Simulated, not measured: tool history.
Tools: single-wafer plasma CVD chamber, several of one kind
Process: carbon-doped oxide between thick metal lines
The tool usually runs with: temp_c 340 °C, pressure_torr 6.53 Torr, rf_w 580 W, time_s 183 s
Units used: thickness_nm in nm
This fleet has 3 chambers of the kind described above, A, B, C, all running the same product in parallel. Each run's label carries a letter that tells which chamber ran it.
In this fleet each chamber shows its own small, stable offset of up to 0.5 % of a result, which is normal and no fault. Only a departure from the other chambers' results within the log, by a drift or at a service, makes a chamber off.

run	hour	temp_c	pressure_torr	rf_w	time_s	read-back reference wafer on the same gauge, thickness_nm	thickness_nm
1C	5.1	340	6.53	580	183	1190.1	1074.40
2A	11.4	340	6.53	580	183	1190.3	1073.60
3B	16.3	340	6.53	580	183	1190.7	1074.70
# hour 17.4: chamber C: thermocouple changed; heater temperature recalibrated
4A	24.5	340	6.53	580	183	1189.9	1073.80
5C	31.1	340	6.53	580	183	1189.8	1080.30
6B	36.9	340	6.53	580	183	1190.0	1072.50
7C	43.2	340	6.53	580	183	1190.2	1074.00
8A	50.9	330	6.53	580	159	1190.4	956.39
9B	55.5	330	6.53	580	159	1189.9	961.55
10C	62.0	330	6.53	580	159	1190.0	964.86
11A	69.0	340	6.53	580	160	1189.9	935.37
12B	76.3	340	6.53	580	160	1190.0	940.99
13B	80.3	340	6.53	580	160	1189.7	939.07
14C	85.8	340	6.53	580	183	1190.0	1076.00
15A	90.0	340	6.53	580	183	1190.1	1070.00
16A	96.9	340	6.53	580	183	1190.2	1069.80
17C	101.4	340	6.53	580	183	1190.0	1069.60
18B	106.7	340	6.53	580	183	1189.8	1077.50
19C	110.8	340	6.53	580	183	1190.3	1071.30
20A	115.0	340	6.53	580	183	1190.0	1073.00
21B	121.5	340	6.53	580	183	1190.6	1079.30
22B	127.2	340	6.53	580	183	1189.8	1077.40
23C	131.6	340	6.53	580	183	1190.7	1065.10
24A	136.6	340	6.53	580	183	1189.8	1069.30
25B	141.6	340	6.53	580	183	1189.5	1075.40
# hour 146.8: chamber A: thermocouple changed; heater temperature recalibrated
26A	149.1	340	6.53	580	183	1189.9	1068.40
27C	154.6	340	6.53	580	183	1189.6	1055.60
28A	159.8	340	6.53	580	183	1190.1	1072.00
29B	164.2	340	6.53	615	183	1190.0	1116.20
30C	170.4	340	6.53	615	183	1189.9	1092.10
31B	175.1	340	6.53	615	183	1189.9	1118.50
32A	182.8	340	6.53	580	183	1190.3	1071.20
33C	189.8	340	6.53	580	183	1189.8	1056.80
34A	197.4	340	6.53	580	183	1190.4	1069.80
35C	203.1	340	6.53	580	183	1190.5	1049.20

Does one chamber stand apart from the rest, does the shared gauge drift, or is all well apart from small per-chamber offsets? Give the chamber and the most likely cause, where there is one.

One chamber, C, drifts off from the rest bit by bit.
Cause: delivered RF power below the setpoint (%) = 4.09.

Chamber C could run next with any of the 4 candidate recipes listed below; each alters the usual settings, and their results appear as question marks. Which one brings its results back in line with what the other chambers deliver on the usual settings?
In-line tolerance around the mean of the other chambers on the usual settings: thickness_nm 8.60 nm
36C-1	208.9	343	6.53	580	183		?
36C-2	208.9	339	6.53	600	183		?
36C-3	208.9	340	5.30	580	183		?
36C-4	208.9	340	6.54	580	184		?

Usual-settings mean across the other chambers: thickness_nm 1073.80 nm
run	thickness_nm
36C-1	1042.10
36C-2	1075.70
36C-3	1024.30
36C-4	1056.60
The answer is 36C-2, which returns the chamber to within the allowed miss of the others.
